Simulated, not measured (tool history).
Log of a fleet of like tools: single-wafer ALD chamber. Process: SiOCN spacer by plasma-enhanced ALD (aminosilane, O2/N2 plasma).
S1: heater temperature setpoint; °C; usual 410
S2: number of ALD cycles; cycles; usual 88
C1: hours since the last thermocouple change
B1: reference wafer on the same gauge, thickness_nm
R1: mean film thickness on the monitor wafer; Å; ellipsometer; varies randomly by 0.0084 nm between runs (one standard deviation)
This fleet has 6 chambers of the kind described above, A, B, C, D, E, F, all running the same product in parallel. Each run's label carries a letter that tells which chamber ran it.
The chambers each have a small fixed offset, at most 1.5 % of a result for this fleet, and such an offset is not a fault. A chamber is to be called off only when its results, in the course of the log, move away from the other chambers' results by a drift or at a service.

run	hour	S1	S2	C1	B1	R1
1B	12.2	410	88	1198.9	5.2494	51.541
2E	17.9	410	88	434.0	5.2485	51.441
3A	25.9	410	88	2013.7	5.2465	51.653
4C	35.9	410	88	1678.0	5.2484	51.129
5F	48.6	410	88	225.4	5.2440	51.254
6D	58.8	410	88	172.8	5.2448	52.089
7D	67.4	410	88	181.4	5.2449	52.267
8F	75.1	410	88	251.9	5.2438	51.476
9C	83.6	421	74	1725.7	5.2439	41.575
10A	91.2	421	74	2079.0	5.2420	42.123
11E	102.1	421	74	518.2	5.2404	41.760
12B	111.8	421	74	1298.5	5.2414	41.656
13D	118.6	421	74	232.6	5.2405	42.278
14E	129.3	421	74	545.4	5.2383	41.702
15C	138.1	410	88	1780.2	5.2387	51.100
16F	145.2	418	81	322.0	5.2364	46.039
17B	154.1	418	81	1340.8	5.2390	46.074
18A	163.3	418	81	2151.1	5.2353	46.340
# hour 167.4: chamber A: thermocouple changed; heater temperature recalibrated
19E	176.0	418	81	592.1	5.2347	46.017
20A	182.9	418	81	15.6	5.2355	46.482
21C	193.0	418	81	1835.1	5.2338	45.654
22F	201.1	410	88	377.9	5.2332	51.234
23B	212.6	410	88	1399.3	5.2298	51.272
24D	221.0	410	88	335.0	5.2333	51.968
25C	232.5	410	88	1874.6	5.2322	51.088
26E	240.1	403	88	656.2	5.2304	52.436
27F	248.6	403	88	425.4	5.2291	52.335
28B	255.2	403	88	1441.9	5.2300	52.328
29D	264.7	403	88	378.7	5.2250	53.115
30A	274.5	403	88	107.2	5.2266	52.818
31E	282.8	403	88	698.9	5.2250	52.459
32F	293.9	410	88	470.7	5.2256	51.176
33B	300.3	422	73	1487.0	5.2263	40.944
34C	309.0	422	73	1951.1	5.2257	40.755
35D	320.1	422	73	434.1	5.2226	41.472
36A	326.8	422	73	159.5	5.2226	41.160
37B	338.9	422	73	1525.6	5.2214	40.869
38E	351.6	422	73	767.7	5.2204	40.983
39C	361.0	410	88	2003.1	5.2210	50.976
40A	371.3	410	88	204.0	5.2198	51.503
41D	379.7	410	88	493.7	5.2175	51.815
42F	392.5	410	88	569.3	5.2177	51.029
43D	403.8	410	88	517.8	5.2179	51.804
44C	413.4	410	88	2055.5	5.2149	50.799

Decide between three cases: one chamber stands off from its peers, the gauge reading all wafers drifts, or nothing is wrong past each chamber's small offset. Where a chamber is off, say which and what most likely put it there.

None of the chambers is off. What moves is the gauge, dragging all their readings along together.
Cause: gauge reads low (%) = 0.669.
